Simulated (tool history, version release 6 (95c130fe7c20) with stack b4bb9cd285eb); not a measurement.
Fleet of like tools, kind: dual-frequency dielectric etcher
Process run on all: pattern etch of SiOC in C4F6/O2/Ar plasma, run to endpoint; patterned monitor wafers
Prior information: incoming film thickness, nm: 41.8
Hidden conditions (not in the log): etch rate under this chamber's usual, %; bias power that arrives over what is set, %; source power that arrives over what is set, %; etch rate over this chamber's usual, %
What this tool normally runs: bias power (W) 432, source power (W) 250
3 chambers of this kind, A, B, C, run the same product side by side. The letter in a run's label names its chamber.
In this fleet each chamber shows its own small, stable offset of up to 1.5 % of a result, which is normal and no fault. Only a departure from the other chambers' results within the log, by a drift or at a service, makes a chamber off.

| run | hour | bias power (W) | source power (W) | hours since the last wet clean | hours since the last bias power generator calibration | hours since the last source power generator calibration | endpoint time (s) |
|---|---|---|---|---|---|---|---|
| 1A | 12.7 | 432 | 250 | 290.3 | 290.7 | 2494.2 | 17.881 |
| 2C | 21.5 | 432 | 250 | 98.7 | 1226.1 | 2262.9 | 17.853 |
| 3B | 30 | 432 | 250 | 228.2 | 677 | 2172.1 | 17.642 |
| 4B | 39.5 | 432 | 250 | 237.7 | 686.5 | 2181.6 | 17.338 |
| 5C | 51.1 | 432 | 250 | 128.3 | 1255.7 | 2292.5 | 17.541 |
| 6A | 58.8 | 432 | 250 | 336.4 | 336.8 | 2540.3 | 17.926 |
| 7A | 67.4 | 432 | 250 | 345 | 345.4 | 2548.9 | 17.973 |
| 8B | 78.5 | 517 | 250 | 276.7 | 725.5 | 2220.6 | 16.312 |
| 9C | 84.9 | 517 | 250 | 162.1 | 1289.5 | 2326.3 | 16.546 |
| 10C | 97.4 | 517 | 250 | 174.6 | 1302 | 2338.8 | 16.485 |
| 11B | 103.9 | 432 | 250 | 302.1 | 750.9 | 2246 | 17.738 |
| 12A | 111 | 432 | 250 | 388.6 | 389 | 2592.5 | 18.252 |
| 13C | 121.8 | 432 | 250 | 199 | 1326.4 | 2363.2 | 17.744 |
| 14B | 131.7 | 432 | 250 | 329.9 | 778.7 | 2273.8 | 17.503 |
| 15A | 137.4 | 432 | 250 | 415 | 415.4 | 2618.9 | 18.309 |
| 16B | 143.5 | 432 | 250 | 341.7 | 790.5 | 2285.6 | 17.67 |
| 17C | 155.6 | 432 | 250 | 232.8 | 1360.2 | 2397 | 17.534 |
| 18A | 161.4 | 432 | 250 | 439 | 439.4 | 2642.9 | 18.423 |
| 19B | 169.7 | 432 | 250 | 367.9 | 816.7 | 2311.8 | 17.61 |
| 20A | 181.8 | 432 | 250 | 459.4 | 459.8 | 2663.3 | 18.497 |
| 21C | 192.4 | 432 | 250 | 269.6 | 1397 | 2433.8 | 17.758 |
| 22C | 199.4 | 432 | 250 | 276.6 | 1404 | 2440.8 | 17.672 |
| 23A | 207.9 | 432 | 270 | 485.5 | 485.9 | 2689.4 | 18.076 |

For the next run the whole fleet of 3 chambers uses the same settings. Give each chamber's results:
| 24A | 217.3 | 432 | 270 |  |  |  | ? |
| 24B | 217.3 | 432 | 270 |  |  |  | ? |
| 24C | 217.3 | 432 | 270 |  |  |  | ? |

| run | endpoint time (s) |
|---|---|
| 24A | 17.868 |
| 24B | 16.96 |
| 24C | 17.205 |
